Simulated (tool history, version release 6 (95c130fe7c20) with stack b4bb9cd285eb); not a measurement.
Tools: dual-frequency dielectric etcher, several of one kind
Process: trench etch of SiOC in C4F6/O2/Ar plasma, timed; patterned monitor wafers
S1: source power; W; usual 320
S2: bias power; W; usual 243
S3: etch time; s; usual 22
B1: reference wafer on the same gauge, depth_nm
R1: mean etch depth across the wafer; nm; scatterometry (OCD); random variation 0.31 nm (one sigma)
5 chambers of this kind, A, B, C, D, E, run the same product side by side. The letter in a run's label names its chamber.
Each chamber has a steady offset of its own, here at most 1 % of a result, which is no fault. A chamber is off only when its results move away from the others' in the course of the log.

run,hour,S1,S2,S3,B1,R1
1C,5.2,320,243,22,43.694,46.337
2E,8.1,320,243,22,43.751,46.018
3B,12.3,320,243,22,43.705,46.402
4A,18,320,243,22,43.663,46.24
5D,21.5,320,243,22,43.723,46.842
6B,26.7,320,243,22,43.698,46.429
7C,31.8,320,243,22,43.69,46.218
8A,35.4,260,243,22,43.602,42.488
9D,39,260,243,22,43.717,42.656
10E,42.5,260,243,22,43.726,43.224
11E,47.8,260,243,22,43.674,42.74
12D,52.7,260,243,22,43.732,42.842
13B,58.3,320,243,22,43.658,45.817
14C,62.3,320,243,22,43.709,46.035
15A,65.5,350,243,22,43.733,47.575
16D,69.7,350,243,22,43.694,48.089
17B,72.6,350,243,22,43.693,47.682
18C,76.8,350,243,22,43.721,48.022
19E,80.4,350,243,22,43.704,48.253
20A,83.9,320,243,22,43.638,45.757
21A,87.9,320,243,22,43.817,45.313
22E,93,320,243,22,43.725,46.009
23D,97.8,320,212,22,43.732,44.656
24C,100.8,320,212,22,43.72,44.609
25B,106.1,320,212,22,43.693,42.688
# hour 108.3: chamber D: wet clean of the chamber
26B,111.7,320,212,22,43.719,43.192
27A,116.1,320,212,22,43.707,43.794
28D,121.3,320,243,22,43.725,46.762
29C,126.2,320,243,22,43.746,46.277
30E,130.1,320,300,19.5,43.682,44.934
31A,133,320,300,19.5,43.591,43.776
32E,137.9,320,300,19.5,43.695,44.541
33B,140.5,320,300,19.5,43.699,42.488
34C,143.5,320,300,19.5,43.686,44.431
35D,146.4,320,243,22,43.7,46.49

All 5 chambers run these settings next. Forecast each chamber's results:
36A,150.5,320,196,22,,?
36B,150.5,320,196,22,,?
36C,150.5,320,196,22,,?
36D,150.5,320,196,22,,?
36E,150.5,320,196,22,,?

run,R1
36A,42.411
36B,41.466
36C,42.71
36D,42.884
36E,43.138

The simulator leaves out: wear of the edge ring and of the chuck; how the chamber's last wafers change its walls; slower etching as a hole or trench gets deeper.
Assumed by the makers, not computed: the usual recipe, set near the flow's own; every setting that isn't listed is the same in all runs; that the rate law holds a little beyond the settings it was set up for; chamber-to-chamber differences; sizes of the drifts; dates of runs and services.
